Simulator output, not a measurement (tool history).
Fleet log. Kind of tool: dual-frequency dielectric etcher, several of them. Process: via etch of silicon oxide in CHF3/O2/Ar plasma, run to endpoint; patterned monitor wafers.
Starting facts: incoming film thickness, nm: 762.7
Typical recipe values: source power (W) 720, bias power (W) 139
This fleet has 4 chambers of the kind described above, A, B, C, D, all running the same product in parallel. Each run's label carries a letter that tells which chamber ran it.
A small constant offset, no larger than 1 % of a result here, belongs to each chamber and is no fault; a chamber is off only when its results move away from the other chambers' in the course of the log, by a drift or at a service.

{"run": "1D", "hour": 7.8, "source power (W)": 720, "bias power (W)": 139, "endpoint time (s)": 391.29}
{"run": "2C", "hour": 12.8, "source power (W)": 720, "bias power (W)": 139, "endpoint time (s)": 387.1}
{"run": "3A", "hour": 17.3, "source power (W)": 720, "bias power (W)": 139, "endpoint time (s)": 389.23}
{"run": "4B", "hour": 22.1, "source power (W)": 720, "bias power (W)": 139, "endpoint time (s)": 389.91}
{"run": "5C", "hour": 27.7, "source power (W)": 720, "bias power (W)": 139, "endpoint time (s)": 385.59}
{"run": "6D", "hour": 33.1, "source power (W)": 720, "bias power (W)": 139, "endpoint time (s)": 392.69}
{"run": "7A", "hour": 40.1, "source power (W)": 720, "bias power (W)": 139, "endpoint time (s)": 389.54}
{"run": "8B", "hour": 48.6, "source power (W)": 720, "bias power (W)": 128, "endpoint time (s)": 403.5}
{"run": "9B", "hour": 54.1, "source power (W)": 720, "bias power (W)": 128, "endpoint time (s)": 399.18}
{"run": "10A", "hour": 61.9, "source power (W)": 720, "bias power (W)": 128, "endpoint time (s)": 399.83}
{"run": "11C", "hour": 66.4, "source power (W)": 720, "bias power (W)": 128, "endpoint time (s)": 396.14}
{"run": "12D", "hour": 73.3, "source power (W)": 720, "bias power (W)": 139, "endpoint time (s)": 393.82}
{"run": "13B", "hour": 77.2, "source power (W)": 640, "bias power (W)": 107, "endpoint time (s)": 444.31}
{"run": "14A", "hour": 83.7, "source power (W)": 640, "bias power (W)": 107, "endpoint time (s)": 442.01}
{"run": "15D", "hour": 89.0, "source power (W)": 640, "bias power (W)": 107, "endpoint time (s)": 445.2}
{"run": "16C", "hour": 93.9, "source power (W)": 640, "bias power (W)": 107, "endpoint time (s)": 444.01}
{"hour": 100.8, "done": "chamber C: source power generator calibrated"}
{"run": "17C", "hour": 102.0, "source power (W)": 720, "bias power (W)": 139, "endpoint time (s)": 390.46}
{"run": "18D", "hour": 110.2, "source power (W)": 610, "bias power (W)": 171, "endpoint time (s)": 390.63}
{"run": "19B", "hour": 117.5, "source power (W)": 610, "bias power (W)": 171, "endpoint time (s)": 391.45}
{"run": "20A", "hour": 121.2, "source power (W)": 610, "bias power (W)": 171, "endpoint time (s)": 387.05}
{"run": "21C", "hour": 129.4, "source power (W)": 610, "bias power (W)": 171, "endpoint time (s)": 390.57}
{"run": "22A", "hour": 136.4, "source power (W)": 720, "bias power (W)": 139, "endpoint time (s)": 390.66}
{"run": "23B", "hour": 141.8, "source power (W)": 720, "bias power (W)": 139, "endpoint time (s)": 389.66}
{"run": "24D", "hour": 147.5, "source power (W)": 720, "bias power (W)": 139, "endpoint time (s)": 393.26}
{"run": "25B", "hour": 152.8, "source power (W)": 720, "bias power (W)": 139, "endpoint time (s)": 391.72}
{"run": "26A", "hour": 159.4, "source power (W)": 720, "bias power (W)": 139, "endpoint time (s)": 390.88}
{"run": "27C", "hour": 164.3, "source power (W)": 720, "bias power (W)": 139, "endpoint time (s)": 393.83}
{"run": "28D", "hour": 170.5, "source power (W)": 720, "bias power (W)": 139, "endpoint time (s)": 394.48}
{"run": "29A", "hour": 174.5, "source power (W)": 720, "bias power (W)": 139, "endpoint time (s)": 390.33}
{"run": "30B", "hour": 178.8, "source power (W)": 720, "bias power (W)": 139, "endpoint time (s)": 393.69}
{"run": "31C", "hour": 185.9, "source power (W)": 720, "bias power (W)": 139, "endpoint time (s)": 393.99}
{"run": "32D", "hour": 193.3, "source power (W)": 720, "bias power (W)": 139, "endpoint time (s)": 392.03}
{"run": "33A", "hour": 197.2, "source power (W)": 620, "bias power (W)": 119, "endpoint time (s)": 433.21}
{"run": "34D", "hour": 201.0, "source power (W)": 620, "bias power (W)": 119, "endpoint time (s)": 435.92}
{"run": "35C", "hour": 207.0, "source power (W)": 620, "bias power (W)": 119, "endpoint time (s)": 441.62}
{"run": "36B", "hour": 212.8, "source power (W)": 620, "bias power (W)": 119, "endpoint time (s)": 435.92}
{"run": "37D", "hour": 217.5, "source power (W)": 610, "bias power (W)": 151, "endpoint time (s)": 406.41}
{"hour": 222.1, "done": "chamber D: bias power generator calibrated"}
{"run": "38C", "hour": 222.2, "source power (W)": 610, "bias power (W)": 151, "endpoint time (s)": 412.16}
{"run": "39A", "hour": 229.0, "source power (W)": 610, "bias power (W)": 151, "endpoint time (s)": 407.31}
{"run": "40B", "hour": 234.1, "source power (W)": 610, "bias power (W)": 151, "endpoint time (s)": 406.12}
{"run": "41D", "hour": 241.9, "source power (W)": 720, "bias power (W)": 139, "endpoint time (s)": 393.19}
{"run": "42A", "hour": 246.4, "source power (W)": 650, "bias power (W)": 123, "endpoint time (s)": 420.46}
{"run": "43C", "hour": 250.5, "source power (W)": 650, "bias power (W)": 123, "endpoint time (s)": 434.38}
{"run": "44B", "hour": 257.2, "source power (W)": 650, "bias power (W)": 123, "endpoint time (s)": 422.24}

All chambers now run identical settings, listed one chamber a line with results as question marks. What results will each chamber show?
{"run": "45A", "hour": 263.2, "source power (W)": 880, "bias power (W)": 139, "endpoint time (s)": "?"}
{"run": "45B", "hour": 263.2, "source power (W)": 880, "bias power (W)": 139, "endpoint time (s)": "?"}
{"run": "45C", "hour": 263.2, "source power (W)": 880, "bias power (W)": 139, "endpoint time (s)": "?"}
{"run": "45D", "hour": 263.2, "source power (W)": 880, "bias power (W)": 139, "endpoint time (s)": "?"}

run=45A endpoint_time_(s)=360.12
run=45B endpoint_time_(s)=361.4
run=45C endpoint_time_(s)=371.35
run=45D endpoint_time_(s)=363.22
